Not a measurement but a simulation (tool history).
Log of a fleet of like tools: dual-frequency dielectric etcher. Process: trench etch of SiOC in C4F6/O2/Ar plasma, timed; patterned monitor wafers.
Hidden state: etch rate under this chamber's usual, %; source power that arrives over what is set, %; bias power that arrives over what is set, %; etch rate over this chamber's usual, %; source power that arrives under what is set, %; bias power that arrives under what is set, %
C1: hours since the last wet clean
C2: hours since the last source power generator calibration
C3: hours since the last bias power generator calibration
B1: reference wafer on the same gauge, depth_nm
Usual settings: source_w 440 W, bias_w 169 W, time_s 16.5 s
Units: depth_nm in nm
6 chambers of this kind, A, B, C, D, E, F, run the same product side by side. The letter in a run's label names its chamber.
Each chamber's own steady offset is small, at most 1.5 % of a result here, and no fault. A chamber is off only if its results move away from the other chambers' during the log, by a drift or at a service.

{"run": "1E", "hour": 10.1, "source_w": 440, "bias_w": 169, "time_s": 16.5, "C1": 111.7, "C2": 3032.3, "C3": 4330.3, "B1": 34.365, "depth_nm": 35.476}
{"run": "2C", "hour": 18.3, "source_w": 440, "bias_w": 169, "time_s": 16.5, "C1": 88.1, "C2": 3935.9, "C3": 2380.3, "B1": 34.396, "depth_nm": 35.247}
{"hour": 25.8, "done": "chamber F: wet clean of the chamber"}
{"run": "3A", "hour": 28.7, "source_w": 440, "bias_w": 169, "time_s": 16.5, "C1": 381.5, "C2": 410.9, "C3": 307.0, "B1": 34.45, "depth_nm": 34.917}
{"run": "4F", "hour": 38.5, "source_w": 440, "bias_w": 169, "time_s": 16.5, "C1": 12.8, "C2": 663.6, "C3": 386.3, "B1": 34.401, "depth_nm": 35.008}
{"run": "5B", "hour": 51.3, "source_w": 440, "bias_w": 169, "time_s": 16.5, "C1": 248.5, "C2": 1713.7, "C3": 1541.2, "B1": 34.396, "depth_nm": 35.671}
{"run": "6D", "hour": 64.8, "source_w": 440, "bias_w": 169, "time_s": 16.5, "C1": 142.3, "C2": 2643.8, "C3": 1039.0, "B1": 34.424, "depth_nm": 34.919}
{"run": "7A", "hour": 79.4, "source_w": 440, "bias_w": 169, "time_s": 16.5, "C1": 432.2, "C2": 461.6, "C3": 357.7, "B1": 34.408, "depth_nm": 34.833}
{"run": "8B", "hour": 90.2, "source_w": 440, "bias_w": 169, "time_s": 16.5, "C1": 287.4, "C2": 1752.6, "C3": 1580.1, "B1": 34.438, "depth_nm": 35.294}
{"run": "9C", "hour": 103.6, "source_w": 440, "bias_w": 169, "time_s": 16.5, "C1": 173.4, "C2": 4021.2, "C3": 2465.6, "B1": 34.431, "depth_nm": 35.177}
{"run": "10D", "hour": 110.9, "source_w": 440, "bias_w": 169, "time_s": 16.5, "C1": 188.4, "C2": 2689.9, "C3": 1085.1, "B1": 34.468, "depth_nm": 34.873}
{"run": "11E", "hour": 118.3, "source_w": 440, "bias_w": 169, "time_s": 16.5, "C1": 219.9, "C2": 3140.5, "C3": 4438.5, "B1": 34.429, "depth_nm": 35.12}
{"run": "12F", "hour": 130.8, "source_w": 440, "bias_w": 169, "time_s": 16.5, "C1": 105.1, "C2": 755.9, "C3": 478.6, "B1": 34.433, "depth_nm": 34.769}
{"run": "13A", "hour": 140.0, "source_w": 440, "bias_w": 169, "time_s": 16.5, "C1": 492.8, "C2": 522.2, "C3": 418.3, "B1": 34.398, "depth_nm": 35.052}
{"run": "14D", "hour": 151.6, "source_w": 440, "bias_w": 169, "time_s": 16.5, "C1": 229.1, "C2": 2730.6, "C3": 1125.8, "B1": 34.401, "depth_nm": 34.927}
{"run": "15E", "hour": 163.5, "source_w": 440, "bias_w": 169, "time_s": 16.5, "C1": 265.1, "C2": 3185.7, "C3": 4483.7, "B1": 34.399, "depth_nm": 35.092}
{"run": "16F", "hour": 176.4, "source_w": 440, "bias_w": 169, "time_s": 16.5, "C1": 150.7, "C2": 801.5, "C3": 524.2, "B1": 34.399, "depth_nm": 34.707}
{"run": "17C", "hour": 191.0, "source_w": 440, "bias_w": 169, "time_s": 16.5, "C1": 260.8, "C2": 4108.6, "C3": 2553.0, "B1": 34.429, "depth_nm": 35.407}
{"run": "18B", "hour": 199.3, "source_w": 440, "bias_w": 193, "time_s": 16.5, "C1": 396.5, "C2": 1861.7, "C3": 1689.2, "B1": 34.42, "depth_nm": 37.304}
{"run": "19E", "hour": 211.4, "source_w": 440, "bias_w": 193, "time_s": 16.5, "C1": 313.0, "C2": 3233.6, "C3": 4531.6, "B1": 34.404, "depth_nm": 36.898}
{"run": "20A", "hour": 221.4, "source_w": 440, "bias_w": 193, "time_s": 16.5, "C1": 574.2, "C2": 603.6, "C3": 499.7, "B1": 34.449, "depth_nm": 36.168}
{"run": "21C", "hour": 231.3, "source_w": 440, "bias_w": 193, "time_s": 16.5, "C1": 301.1, "C2": 4148.9, "C3": 2593.3, "B1": 34.384, "depth_nm": 36.615}
{"hour": 232.6, "done": "chamber C: source power generator calibrated"}
{"run": "22D", "hour": 239.8, "source_w": 440, "bias_w": 193, "time_s": 16.5, "C1": 317.3, "C2": 2818.8, "C3": 1214.0, "B1": 34.383, "depth_nm": 36.385}
{"run": "23F", "hour": 247.2, "source_w": 440, "bias_w": 193, "time_s": 16.5, "C1": 221.5, "C2": 872.3, "C3": 595.0, "B1": 34.438, "depth_nm": 35.92}
{"hour": 252.4, "done": "chamber A: wet clean of the chamber"}
{"run": "24B", "hour": 257.8, "source_w": 440, "bias_w": 169, "time_s": 16.5, "C1": 455.0, "C2": 1920.2, "C3": 1747.7, "B1": 34.387, "depth_nm": 35.434}
{"run": "25F", "hour": 267.7, "source_w": 440, "bias_w": 169, "time_s": 16.5, "C1": 242.0, "C2": 892.8, "C3": 615.5, "B1": 34.376, "depth_nm": 34.734}
{"hour": 268.8, "done": "chamber B: source power generator calibrated"}
{"run": "26B", "hour": 274.1, "source_w": 440, "bias_w": 169, "time_s": 16.5, "C1": 471.3, "C2": 5.3, "C3": 1764.0, "B1": 34.387, "depth_nm": 35.486}
{"run": "27A", "hour": 283.0, "source_w": 440, "bias_w": 169, "time_s": 16.5, "C1": 30.6, "C2": 665.2, "C3": 561.3, "B1": 34.367, "depth_nm": 33.251}
{"hour": 288.9, "done": "chamber E: wet clean of the chamber"}
{"run": "28E", "hour": 292.2, "source_w": 440, "bias_w": 169, "time_s": 16.5, "C1": 3.3, "C2": 3314.4, "C3": 4612.4, "B1": 34.394, "depth_nm": 35.511}
{"run": "29D", "hour": 299.4, "source_w": 440, "bias_w": 169, "time_s": 16.5, "C1": 376.9, "C2": 2878.4, "C3": 1273.6, "B1": 34.336, "depth_nm": 34.802}
{"run": "30C", "hour": 310.7, "source_w": 440, "bias_w": 169, "time_s": 16.5, "C1": 380.5, "C2": 78.1, "C3": 2672.7, "B1": 34.385, "depth_nm": 35.464}
{"hour": 320.2, "done": "chamber B: wet clean of the chamber"}
{"run": "31D", "hour": 323.0, "source_w": 440, "bias_w": 169, "time_s": 16.5, "C1": 400.5, "C2": 2902.0, "C3": 1297.2, "B1": 34.417, "depth_nm": 35.093}
{"run": "32A", "hour": 330.2, "source_w": 440, "bias_w": 169, "time_s": 16.5, "C1": 77.8, "C2": 712.4, "C3": 608.5, "B1": 34.402, "depth_nm": 33.376}
{"run": "33F", "hour": 342.3, "source_w": 440, "bias_w": 169, "time_s": 16.5, "C1": 316.6, "C2": 967.4, "C3": 690.1, "B1": 34.436, "depth_nm": 34.626}
{"hour": 353.2, "done": "chamber C: wet clean of the chamber"}
{"run": "34C", "hour": 353.6, "source_w": 540, "bias_w": 169, "time_s": 16.5, "C1": 0.4, "C2": 121.0, "C3": 2715.6, "B1": 34.392, "depth_nm": 38.45}
{"run": "35B", "hour": 362.1, "source_w": 540, "bias_w": 169, "time_s": 16.5, "C1": 41.9, "C2": 93.3, "C3": 1852.0, "B1": 34.417, "depth_nm": 37.962}
{"run": "36E", "hour": 371.2, "source_w": 540, "bias_w": 169, "time_s": 16.5, "C1": 82.3, "C2": 3393.4, "C3": 4691.4, "B1": 34.392, "depth_nm": 38.052}
{"run": "37A", "hour": 383.3, "source_w": 540, "bias_w": 169, "time_s": 16.5, "C1": 130.9, "C2": 765.5, "C3": 661.6, "B1": 34.396, "depth_nm": 36.44}
{"run": "38D", "hour": 395.0, "source_w": 540, "bias_w": 169, "time_s": 16.5, "C1": 472.5, "C2": 2974.0, "C3": 1369.2, "B1": 34.375, "depth_nm": 37.943}
{"run": "39C", "hour": 408.4, "source_w": 540, "bias_w": 169, "time_s": 16.5, "C1": 55.2, "C2": 175.8, "C3": 2770.4, "B1": 34.389, "depth_nm": 37.888}
{"run": "40B", "hour": 419.1, "source_w": 440, "bias_w": 139, "time_s": 16.5, "C1": 98.9, "C2": 150.3, "C3": 1909.0, "B1": 34.366, "depth_nm": 33.097}

The same settings go to every chamber for the next run, one line per chamber below. Forecast the results for each:
{"run": "41A", "hour": 429.6, "source_w": 440, "bias_w": 169, "time_s": 16.5, "depth_nm": "?"}
{"run": "41B", "hour": 429.6, "source_w": 440, "bias_w": 169, "time_s": 16.5, "depth_nm": "?"}
{"run": "41C", "hour": 429.6, "source_w": 440, "bias_w": 169, "time_s": 16.5, "depth_nm": "?"}
{"run": "41D", "hour": 429.6, "source_w": 440, "bias_w": 169, "time_s": 16.5, "depth_nm": "?"}
{"run": "41E", "hour": 429.6, "source_w": 440, "bias_w": 169, "time_s": 16.5, "depth_nm": "?"}
{"run": "41F", "hour": 429.6, "source_w": 440, "bias_w": 169, "time_s": 16.5, "depth_nm": "?"}

run=41A depth_nm=33.306
run=41B depth_nm=35.035
run=41C depth_nm=35.183
run=41D depth_nm=35.002
run=41E depth_nm=35.530
run=41F depth_nm=34.507
